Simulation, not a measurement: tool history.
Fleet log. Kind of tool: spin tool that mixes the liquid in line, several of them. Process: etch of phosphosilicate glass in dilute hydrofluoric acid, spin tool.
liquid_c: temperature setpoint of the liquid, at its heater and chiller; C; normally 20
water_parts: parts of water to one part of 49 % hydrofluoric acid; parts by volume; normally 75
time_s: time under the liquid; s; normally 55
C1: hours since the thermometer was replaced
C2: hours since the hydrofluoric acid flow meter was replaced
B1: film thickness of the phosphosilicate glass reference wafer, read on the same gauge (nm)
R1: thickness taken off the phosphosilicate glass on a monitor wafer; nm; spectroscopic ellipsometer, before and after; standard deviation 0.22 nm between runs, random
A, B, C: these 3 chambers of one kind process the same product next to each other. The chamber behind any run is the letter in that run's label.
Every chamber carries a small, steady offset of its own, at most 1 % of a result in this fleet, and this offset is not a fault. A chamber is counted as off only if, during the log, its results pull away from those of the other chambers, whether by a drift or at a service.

{"run": "1B", "hour": 4.9, "liquid_c": 20, "water_parts": 75, "time_s": 55, "C1": 358.9, "C2": 578.6, "B1": 80.003, "R1": 38.715}
{"run": "2C", "hour": 12.4, "liquid_c": 20, "water_parts": 75, "time_s": 55, "C1": 459.6, "C2": 448.6, "B1": 80.046, "R1": 39.02}
{"run": "3A", "hour": 19.4, "liquid_c": 20, "water_parts": 75, "time_s": 55, "C1": 1210.5, "C2": 448.5, "B1": 79.986, "R1": 39.128}
{"run": "4A", "hour": 26.0, "liquid_c": 20, "water_parts": 75, "time_s": 55, "C1": 1217.1, "C2": 455.1, "B1": 80.046, "R1": 38.685}
{"run": "5B", "hour": 33.7, "liquid_c": 20, "water_parts": 75, "time_s": 55, "C1": 387.7, "C2": 607.4, "B1": 79.965, "R1": 38.762}
{"run": "6C", "hour": 40.4, "liquid_c": 20, "water_parts": 75, "time_s": 55, "C1": 487.6, "C2": 476.6, "B1": 79.982, "R1": 38.626}
{"run": "7C", "hour": 48.0, "liquid_c": 20, "water_parts": 75, "time_s": 55, "C1": 495.2, "C2": 484.2, "B1": 79.99, "R1": 38.754}
{"run": "8B", "hour": 52.2, "liquid_c": 20, "water_parts": 75, "time_s": 55, "C1": 406.2, "C2": 625.9, "B1": 79.973, "R1": 38.955}
{"run": "9A", "hour": 57.0, "liquid_c": 20, "water_parts": 75, "time_s": 55, "C1": 1248.1, "C2": 486.1, "B1": 80.003, "R1": 39.118}
{"run": "10C", "hour": 64.1, "liquid_c": 20, "water_parts": 100, "time_s": 65, "C1": 511.3, "C2": 500.3, "B1": 80.06, "R1": 33.461}
{"run": "11B", "hour": 69.3, "liquid_c": 20, "water_parts": 100, "time_s": 65, "C1": 423.3, "C2": 643, "B1": 80.016, "R1": 33.064}
{"run": "12A", "hour": 76.3, "liquid_c": 20, "water_parts": 100, "time_s": 65, "C1": 1267.4, "C2": 505.4, "B1": 79.97, "R1": 33.703}
{"run": "13C", "hour": 80.1, "liquid_c": 20, "water_parts": 75, "time_s": 55, "C1": 527.3, "C2": 516.3, "B1": 80.043, "R1": 39.384}
{"run": "14A", "hour": 84.3, "liquid_c": 20, "water_parts": 75, "time_s": 55, "C1": 1275.4, "C2": 513.4, "B1": 79.98, "R1": 38.834}
{"run": "15B", "hour": 91.6, "liquid_c": 20, "water_parts": 75, "time_s": 55, "C1": 445.6, "C2": 665.3, "B1": 79.979, "R1": 38.417}
{"run": "16C", "hour": 96.1, "liquid_c": 20, "water_parts": 75, "time_s": 55, "C1": 543.3, "C2": 532.3, "B1": 80.026, "R1": 38.677}
{"run": "17A", "hour": 102.6, "liquid_c": 20, "water_parts": 75, "time_s": 55, "C1": 1293.7, "C2": 531.7, "B1": 80.02, "R1": 38.794}
{"run": "18B", "hour": 109.0, "liquid_c": 20, "water_parts": 75, "time_s": 55, "C1": 463, "C2": 682.7, "B1": 79.965, "R1": 38.661}
{"run": "19B", "hour": 114.8, "liquid_c": 20, "water_parts": 75, "time_s": 55, "C1": 468.8, "C2": 688.5, "B1": 80.058, "R1": 38.639}
{"run": "20C", "hour": 121.6, "liquid_c": 20, "water_parts": 75, "time_s": 55, "C1": 568.8, "C2": 557.8, "B1": 80.023, "R1": 39.001}
{"run": "21A", "hour": 127.2, "liquid_c": 20, "water_parts": 75, "time_s": 55, "C1": 1318.3, "C2": 556.3, "B1": 79.969, "R1": 38.805}
{"run": "22B", "hour": 132.1, "liquid_c": 20, "water_parts": 75, "time_s": 55, "C1": 486.1, "C2": 705.8, "B1": 80.009, "R1": 38.603}
{"run": "23C", "hour": 138.9, "liquid_c": 20, "water_parts": 75, "time_s": 55, "C1": 586.1, "C2": 575.1, "B1": 79.963, "R1": 39.242}
{"run": "24A", "hour": 146.9, "liquid_c": 20, "water_parts": 40, "time_s": 55, "C1": 1338, "C2": 576, "B1": 80.028, "R1": 76.791}
{"run": "25C", "hour": 152.9, "liquid_c": 20, "water_parts": 40, "time_s": 55, "C1": 600.1, "C2": 589.1, "B1": 79.997, "R1": 78.464}
{"run": "26B", "hour": 157.7, "liquid_c": 20, "water_parts": 40, "time_s": 55, "C1": 511.7, "C2": 731.4, "B1": 80.012, "R1": 76.179}
{"hour": 160.8, "done": "chamber C: hydrofluoric acid flow meter replaced"}
{"run": "27A", "hour": 164.2, "liquid_c": 20, "water_parts": 75, "time_s": 40, "C1": 1355.3, "C2": 593.3, "B1": 79.998, "R1": 28.217}
{"run": "28B", "hour": 168.2, "liquid_c": 20, "water_parts": 75, "time_s": 40, "C1": 522.2, "C2": 741.9, "B1": 80.02, "R1": 28.031}
{"run": "29A", "hour": 176.0, "liquid_c": 20, "water_parts": 75, "time_s": 40, "C1": 1367.1, "C2": 605.1, "B1": 80.014, "R1": 28.283}
{"run": "30C", "hour": 184.2, "liquid_c": 20, "water_parts": 75, "time_s": 55, "C1": 631.4, "C2": 23.4, "B1": 80.02, "R1": 39.674}
{"run": "31C", "hour": 188.7, "liquid_c": 20, "water_parts": 75, "time_s": 55, "C1": 635.9, "C2": 27.9, "B1": 79.999, "R1": 40.096}
{"run": "32B", "hour": 196.4, "liquid_c": 20, "water_parts": 75, "time_s": 55, "C1": 550.4, "C2": 770.1, "B1": 79.958, "R1": 38.88}
{"run": "33A", "hour": 201.1, "liquid_c": 20, "water_parts": 75, "time_s": 55, "C1": 1392.2, "C2": 630.2, "B1": 80.024, "R1": 38.747}
{"run": "34B", "hour": 206.6, "liquid_c": 20, "water_parts": 75, "time_s": 55, "C1": 560.6, "C2": 780.3, "B1": 79.964, "R1": 38.76}
{"run": "35A", "hour": 213.2, "liquid_c": 20, "water_parts": 75, "time_s": 55, "C1": 1404.3, "C2": 642.3, "B1": 80, "R1": 38.96}
{"run": "36C", "hour": 218.0, "liquid_c": 20, "water_parts": 75, "time_s": 55, "C1": 665.2, "C2": 57.2, "B1": 79.977, "R1": 39.953}
{"run": "37C", "hour": 222.0, "liquid_c": 20, "water_parts": 75, "time_s": 55, "C1": 669.2, "C2": 61.2, "B1": 80.006, "R1": 40.32}
{"run": "38B", "hour": 229.1, "liquid_c": 20, "water_parts": 75, "time_s": 55, "C1": 583.1, "C2": 802.8, "B1": 79.962, "R1": 38.76}
{"run": "39A", "hour": 234.0, "liquid_c": 20, "water_parts": 50, "time_s": 75, "C1": 1425.1, "C2": 663.1, "B1": 79.969, "R1": 81.439}
{"run": "40A", "hour": 240.2, "liquid_c": 20, "water_parts": 50, "time_s": 75, "C1": 1431.3, "C2": 669.3, "B1": 80.027, "R1": 82.459}
{"run": "41C", "hour": 246.7, "liquid_c": 20, "water_parts": 50, "time_s": 75, "C1": 693.9, "C2": 85.9, "B1": 79.981, "R1": 85.025}

Each of the 3 chambers runs these same settings next. Fill in every chamber's results:
{"run": "42A", "hour": 252.7, "liquid_c": 20, "water_parts": 75, "time_s": 80, "R1": "?"}
{"run": "42B", "hour": 252.7, "liquid_c": 20, "water_parts": 75, "time_s": 80, "R1": "?"}
{"run": "42C", "hour": 252.7, "liquid_c": 20, "water_parts": 75, "time_s": 80, "R1": "?"}

run=42A R1=56.588
run=42B R1=56.463
run=42C R1=59.106
